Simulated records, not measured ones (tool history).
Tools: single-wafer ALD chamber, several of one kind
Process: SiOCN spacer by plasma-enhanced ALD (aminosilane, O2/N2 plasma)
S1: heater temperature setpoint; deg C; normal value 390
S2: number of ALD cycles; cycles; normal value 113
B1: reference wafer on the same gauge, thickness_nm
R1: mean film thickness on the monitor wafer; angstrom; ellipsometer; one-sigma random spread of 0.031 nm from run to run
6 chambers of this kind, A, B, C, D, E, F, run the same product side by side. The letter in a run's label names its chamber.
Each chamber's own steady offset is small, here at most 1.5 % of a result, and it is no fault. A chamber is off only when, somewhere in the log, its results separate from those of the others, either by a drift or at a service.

Run 1A, day 0.542: usual settings; B1 7.1507. Result: R1 68.015 angstrom.
Run 2D, day 1.158: usual settings; B1 7.1557. Result: R1 67.44 angstrom.
Run 3E, day 1.742: usual settings; B1 7.1529. Result: R1 68.61 angstrom.
Run 4C, day 2.129: usual settings; B1 7.1447. Result: R1 68.132 angstrom.
Run 5B, day 2.533: usual settings; B1 7.1477. Result: R1 67.212 angstrom.
Run 6F, day 2.946: usual settings; B1 7.1515. Result: R1 68.851 angstrom.
Run 7F, day 3.279: usual settings; B1 7.1508. Result: R1 68.628 angstrom.
Run 8A, day 3.742: usual settings; B1 7.1528. Result: R1 68.167 angstrom.
Run 9E, day 4.342: usual settings but S1 399 deg C; B1 7.1592. Result: R1 68.944 angstrom.
Run 10D, day 4.879: usual settings but S1 399 deg C; B1 7.1455. Result: R1 67.857 angstrom.
Run 11C, day 5.362: usual settings but S1 399 deg C; B1 7.151. Result: R1 68.401 angstrom.
Run 12B, day 5.838: usual settings but S1 399 deg C; B1 7.14. Result: R1 67.034 angstrom.
Run 13A, day 6.229: usual settings but S1 399 deg C; B1 7.1525. Result: R1 67.916 angstrom.
Run 14B, day 6.758: usual settings but S1 399 deg C; B1 7.1597. Result: R1 66.941 angstrom.
Run 15D, day 7.317: usual settings but S2 127 cycles; B1 7.1541. Result: R1 76.275 angstrom.
Run 16C, day 7.621: usual settings but S2 127 cycles; B1 7.1465. Result: R1 76.749 angstrom.
Run 17F, day 7.996: usual settings but S2 127 cycles; B1 7.1555. Result: R1 77.412 angstrom.
Run 18E, day 8.425: usual settings but S2 127 cycles; B1 7.1427. Result: R1 78.038 angstrom.
Run 19A, day 8.783: usual settings but S2 127 cycles; B1 7.148. Result: R1 76.394 angstrom.
Run 20B, day 9.071: usual settings but S2 127 cycles; B1 7.1434. Result: R1 75.436 angstrom.
Run 21C, day 9.496: usual settings; B1 7.1482. Result: R1 68.314 angstrom.
Run 22D, day 10.012: usual settings; B1 7.1492. Result: R1 67.847 angstrom.
Run 23E, day 10.533: usual settings but S1 377 deg C, S2 96 cycles; B1 7.1542. Result: R1 58.382 angstrom.
Run 24F, day 10.979: usual settings but S1 377 deg C, S2 96 cycles; B1 7.1469. Result: R1 58.378 angstrom.
Run 25A, day 11.471: usual settings but S1 377 deg C, S2 96 cycles; B1 7.1479. Result: R1 57.537 angstrom.
Run 26E, day 11.904: usual settings but S1 377 deg C, S2 96 cycles; B1 7.1547. Result: R1 58.257 angstrom.
Run 27F, day 12.371: usual settings but S1 377 deg C, S2 96 cycles; B1 7.1517. Result: R1 58.367 angstrom.
Run 28B, day 12.783: usual settings but S1 377 deg C, S2 96 cycles; B1 7.156. Result: R1 56.975 angstrom.
Run 29D, day 13.212: usual settings; B1 7.1533. Result: R1 68.128 angstrom.
Run 30C, day 13.575: usual settings; B1 7.1528. Result: R1 68.501 angstrom.
Run 31D, day 14: usual settings; B1 7.1487. Result: R1 67.899 angstrom.
Run 32C, day 14.396: usual settings; B1 7.1426. Result: R1 68.594 angstrom.
Run 33F, day 15.025: usual settings; B1 7.1505. Result: R1 68.809 angstrom.
Run 34E, day 15.488: usual settings; B1 7.1443. Result: R1 68.692 angstrom.
Run 35A, day 16.117: usual settings but S1 403 deg C; B1 7.1537. Result: R1 67.94 angstrom.
Run 36B, day 16.583: usual settings but S1 403 deg C; B1 7.1524. Result: R1 67.003 angstrom.
Run 37A, day 17.033: usual settings but S1 403 deg C; B1 7.1505. Result: R1 67.533 angstrom.
Run 38E, day 17.325: usual settings but S1 403 deg C; B1 7.1558. Result: R1 67.953 angstrom.
Run 39F, day 17.933: usual settings but S1 403 deg C; B1 7.1597. Result: R1 68.444 angstrom.
Run 40C, day 18.296: usual settings but S1 403 deg C; B1 7.1568. Result: R1 67.928 angstrom.
Run 41D, day 18.9: usual settings; B1 7.1453. Result: R1 68.091 angstrom.
Run 42B, day 19.417: usual settings; B1 7.1495. Result: R1 66.592 angstrom.
Run 43A, day 20: usual settings; B1 7.1482. Result: R1 68.148 angstrom.
Run 44F, day 20.338: usual settings; B1 7.1447. Result: R1 69.172 angstrom.

Next, every chamber runs the same settings. What will each give?
Run 45A, day 20.792: usual settings. Result: R1 ?.
Run 45B, day 20.792: usual settings. Result: R1 ?.
Run 45C, day 20.792: usual settings. Result: R1 ?.
Run 45D, day 20.792: usual settings. Result: R1 ?.
Run 45E, day 20.792: usual settings. Result: R1 ?.
Run 45F, day 20.792: usual settings. Result: R1 ?.

run      R1
45A  67.501
45B  67.136
45C  68.588
45D  67.719
45E  68.689
45F  68.384
